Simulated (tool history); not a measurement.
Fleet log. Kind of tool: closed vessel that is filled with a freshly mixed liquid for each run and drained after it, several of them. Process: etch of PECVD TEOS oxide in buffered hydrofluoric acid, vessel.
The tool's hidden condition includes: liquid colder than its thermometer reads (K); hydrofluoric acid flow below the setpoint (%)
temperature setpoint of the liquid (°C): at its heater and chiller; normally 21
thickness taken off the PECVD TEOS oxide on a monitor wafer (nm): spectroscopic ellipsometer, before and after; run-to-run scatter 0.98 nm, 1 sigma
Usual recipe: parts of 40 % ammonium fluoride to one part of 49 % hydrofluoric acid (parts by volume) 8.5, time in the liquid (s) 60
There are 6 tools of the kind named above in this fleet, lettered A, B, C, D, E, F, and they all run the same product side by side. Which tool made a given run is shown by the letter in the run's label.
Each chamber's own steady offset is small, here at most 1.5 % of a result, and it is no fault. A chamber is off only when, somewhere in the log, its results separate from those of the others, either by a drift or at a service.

run   hour  temperature setpoint of the liquid (°C)  parts of 40 % ammonium fluoride to one part of 49 % hydrofluoric acid (parts by volume)  time in the liquid (s)  hours since the thermometer was replaced  hours since the hydrofluoric acid flow meter was replaced  read-back film thickness of the PECVD TEOS oxide reference wafer, read on the same gauge (nm)  thickness taken off the PECVD TEOS oxide on a monitor wafer (nm)
 1D    9.3                                       21                                                                                      8.5                      60                                     594.4                                                      281.5                                                                                        100.040                                                            151.05
 2C   21.0                                       21                                                                                      8.5                      60                                    1087.0                                                     1131.6                                                                                         99.974                                                            154.67
 3A   31.3                                       21                                                                                      8.5                      60                                    1226.9                                                      578.0                                                                                         99.955                                                            153.69
 4B   43.9                                       21                                                                                      8.5                      60                                    1280.9                                                      384.7                                                                                         99.988                                                            149.98
 5F   54.9                                       21                                                                                      8.5                      60                                     260.0                                                      143.4                                                                                        100.010                                                            154.66
 6E   63.7                                       21                                                                                      8.5                      60                                    2182.3                                                     1413.4                                                                                        100.030                                                            149.74
 7F   74.7                                       21                                                                                      8.5                      60                                     279.8                                                      163.2                                                                                         99.990                                                            152.30
 8C   83.7                                       21                                                                                      8.5                      60                                    1149.7                                                     1194.3                                                                                        100.040                                                            151.89
 9A   95.8                                       21                                                                                      8.5                      60                                    1291.4                                                      642.5                                                                                        100.050                                                            152.96
10B  109.0                                       21                                                                                      8.5                      60                                    1346.0                                                      449.8                                                                                        100.040                                                            152.33
     115.4  -- chamber B: thermometer replaced
11E  119.9                                       21                                                                                      8.5                      60                                    2238.5                                                     1469.6                                                                                        100.030                                                            151.20
12D  133.9                                       21                                                                                      8.5                      60                                     719.0                                                      406.1                                                                                        100.010                                                            151.32
13B  144.2                                       21                                                                                      8.5                      60                                      28.9                                                      485.0                                                                                         99.991                                                            154.44
14A  158.7                                       21                                                                                      8.5                      60                                    1354.3                                                      705.4                                                                                         99.966                                                            152.28
15D  165.6                                       21                                                                                      8.5                      60                                     750.7                                                      437.8                                                                                         99.981                                                            152.07
16F  177.0                                       21                                                                                      8.5                      60                                     382.1                                                      265.5                                                                                         99.968                                                            152.44
17C  190.0                                       21                                                                                      8.5                      60                                    1256.0                                                     1300.6                                                                                         99.954                                                            153.46
18E  201.1                                       21                                                                                      8.5                      60                                    2319.7                                                     1550.8                                                                                         99.982                                                            150.24
19D  208.5                                       21                                                                                      8.5                      60                                     793.6                                                      480.7                                                                                        100.030                                                            152.07
20C  220.4                                       21                                                                                      8.5                      60                                    1286.4                                                     1331.0                                                                                        100.080                                                            153.50
21B  228.8                                       23                                                                                      8.5                      60                                     113.5                                                      569.6                                                                                         99.985                                                            168.96
22A  237.2                                       23                                                                                      8.5                      60                                    1432.8                                                      783.9                                                                                         99.988                                                            167.71
23E  244.3                                       23                                                                                      8.5                      60                                    2362.9                                                     1594.0                                                                                         99.933                                                            167.52
24F  251.0                                       23                                                                                      8.5                      60                                     456.1                                                      339.5                                                                                        100.030                                                            170.65
     263.1  -- chamber E: thermometer replaced
25B  263.9                                       23                                                                                      8.5                      60                                     148.6                                                      604.7                                                                                        100.010                                                            168.88
26E  271.6                                       23                                                                                      8.5                      60                                       8.5                                                     1621.3                                                                                         99.985                                                            167.99
27D  282.7                                       21                                                                                      8.5                      60                                     867.8                                                      554.9                                                                                         99.988                                                            149.90
28A  289.4                                       21                                                                                      8.5                      60                                    1485.0                                                      836.1                                                                                         99.986                                                            148.36
29C  299.7                                       21                                                                                      8.5                      60                                    1365.7                                                     1410.3                                                                                         99.973                                                            153.21
30F  312.5                                       21                                                                                      8.5                      60                                     517.6                                                      401.0                                                                                         99.979                                                            152.14
31E  319.7                                       21                                                                                      8.5                      60                                      56.6                                                     1669.4                                                                                         99.972                                                            150.14
32B  330.5                                       21                                                                                      8.5                      60                                     215.2                                                      671.3                                                                                         99.975                                                            151.87
33D  337.8                                       21                                                                                      8.5                      60                                     922.9                                                      610.0                                                                                         99.981                                                            151.97
34A  345.1                                       21                                                                                      7.0                      60                                    1540.7                                                      891.8                                                                                        100.030                                                            180.98
35F  359.3                                       21                                                                                      7.0                      60                                     564.4                                                      447.8                                                                                         99.980                                                            187.73
36C  368.4                                       21                                                                                      7.0                      60                                    1434.4                                                     1479.0                                                                                        100.060                                                            188.43
37B  375.2                                       21                                                                                      7.0                      60                                     259.9                                                      716.0                                                                                        100.000                                                            187.84
38E  389.7                                       21                                                                                      7.0                      60                                     126.6                                                     1739.4                                                                                         99.960                                                            187.27
39A  403.4                                       21                                                                                      7.0                      60                                    1599.0                                                      950.1                                                                                        100.020                                                            178.61
40D  410.7                                       21                                                                                      8.5                      60                                     995.8                                                      682.9                                                                                        100.010                                                            152.59
41F  424.0                                       21                                                                                      8.5                      60                                     629.1                                                      512.5                                                                                         99.989                                                            152.25
42C  436.5                                       21                                                                                      8.5                      60                                    1502.5                                                     1547.1                                                                                        100.000                                                            153.87

Read the log: is a single chamber off, either drifting away or since a service, is the gauge that measures every chamber drifting, or is nothing wrong beyond small per-chamber offsets? Name any odd chamber and what most likely caused it.

Little by little, chamber A moves away from the other chambers.
Cause: hydrofluoric acid flow below the setpoint (%) = 5.96.
From this log alone, it may not be told apart from: liquid colder than its thermometer reads (K).

Below are 4 candidate recipes for chamber A's next run, each the usual settings with a change, their results shown as question marks. Which of them brings A's results back in line with what the other chambers give on the usual settings?
Allowed miss from the other chambers' usual-settings mean, per result, to count as in line: thickness taken off the PECVD TEOS oxide on a monitor wafer (nm) 3.40
43A-1  447.0                                     21.5                                                                                      8.5                      65                                                                                                                                                                                                                                                                     ?
43A-2  447.0                                     19.0                                                                                      8.5                      60                                                                                                                                                                                                                                                                     ?
43A-3  447.0                                     20.0                                                                                      8.5                      60                                                                                                                                                                                                                                                                     ?
43A-4  447.0                                     22.0                                                                                      8.5                      60                                                                                                                                                                                                                                                                     ?

Average result of the remaining chambers running the usual settings: thickness taken off the PECVD TEOS oxide on a monitor wafer (nm) 152.12
  run  thickness taken off the PECVD TEOS oxide on a monitor wafer (nm)
43A-1                                                            160.31
43A-2                                                            128.98
43A-3                                                            136.35
43A-4                                                            152.05
The answer is 43A-4, which returns the chamber to within the allowed miss of the others.
